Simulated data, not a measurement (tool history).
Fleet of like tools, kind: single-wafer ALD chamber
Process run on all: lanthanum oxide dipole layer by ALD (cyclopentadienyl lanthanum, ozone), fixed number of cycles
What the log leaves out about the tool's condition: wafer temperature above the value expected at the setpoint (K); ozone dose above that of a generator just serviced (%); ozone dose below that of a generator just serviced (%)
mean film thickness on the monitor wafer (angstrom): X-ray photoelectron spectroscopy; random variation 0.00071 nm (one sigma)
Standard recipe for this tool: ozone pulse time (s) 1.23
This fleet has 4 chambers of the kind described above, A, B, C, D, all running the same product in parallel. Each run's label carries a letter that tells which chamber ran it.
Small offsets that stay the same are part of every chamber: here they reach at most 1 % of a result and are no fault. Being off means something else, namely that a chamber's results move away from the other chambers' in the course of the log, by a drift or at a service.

run,hour,ozone pulse time (s),hours since the last thermocouple change,hours since the last ozone generator service,"read-back reference wafer on the same gauge, thickness_nm",mean film thickness on the monitor wafer (angstrom)
1B,7.7,1.23,577.7,853,0.47794,5.2611
2D,16.4,1.23,2108,437.2,0.47788,5.3254
3C,21.6,1.23,499.7,1470.8,0.47768,5.2983
4A,30.9,1.23,1894.6,180.5,0.47768,5.2719
5D,37.2,1.23,2128.8,458,0.4777,5.3278
6C,44.4,1.38,522.5,1493.6,0.47751,5.4312
7A,52.4,1.38,1916.1,202,0.47742,5.398
8B,60.5,1.38,630.5,905.8,0.47733,5.3825
9B,65.4,1.38,635.4,910.7,0.47726,5.3809
10A,70.2,0.99,1933.9,219.8,0.47723,4.9648
11D,77.5,0.99,2169.1,498.3,0.47717,5.0108
12C,83.2,0.99,561.3,1532.4,0.47715,4.9707
13C,89,0.99,567.1,1538.2,0.47704,4.9512
14B,98.1,1.23,668.1,943.4,0.47707,5.2458
15A,103.5,1.23,1967.2,253.1,0.47683,5.2543
16D,110.3,1.23,2201.9,531.1,0.47681,5.3181
17D,119.3,1.23,2210.9,540.1,0.47665,5.2945
18B,125.8,0.77,695.8,971.1,0.47662,4.5325
19C,132.3,0.77,610.4,1581.5,0.47662,4.4853
20A,138.6,0.77,2002.3,288.2,0.47649,4.5356
21B,143.5,0.77,713.5,988.8,0.4765,4.5163
22C,148.5,0.79,626.6,1597.7,0.47642,4.5373
23A,157,0.79,2020.7,306.6,0.4764,4.5888
24D,166.6,0.79,2258.2,587.4,0.47621,4.5775
25D,173.9,0.79,2265.5,594.7,0.47593,4.5808
26C,179.7,1.23,657.8,1628.9,0.47601,5.2602
27A,186.4,1.23,2050.1,336,0.47586,5.2426
28B,194.3,1.23,764.3,1039.6,0.47586,5.2405
29C,200.6,1.23,678.7,1649.8,0.47581,5.2745
30B,206,1.23,776,1051.3,0.47587,5.2381
31D,214.3,1.23,2305.9,635.1,0.47574,5.2972
32A,221.6,1.23,2085.3,371.2,0.47559,5.2541
# hour 229.1: chamber D: thermocouple changed; heater temperature recalibrated
33D,229.8,1.23,0.7,650.6,0.47544,5.2988
34A,237.8,1.23,2101.5,387.4,0.47548,5.252

Next, every chamber runs the same settings. What will each give?
35A,245,1.23,,,,?
35B,245,1.23,,,,?
35C,245,1.23,,,,?
35D,245,1.23,,,,?

run,mean film thickness on the monitor wafer (angstrom)
35A,5.2428
35B,5.2349
35C,5.2728
35D,5.2897

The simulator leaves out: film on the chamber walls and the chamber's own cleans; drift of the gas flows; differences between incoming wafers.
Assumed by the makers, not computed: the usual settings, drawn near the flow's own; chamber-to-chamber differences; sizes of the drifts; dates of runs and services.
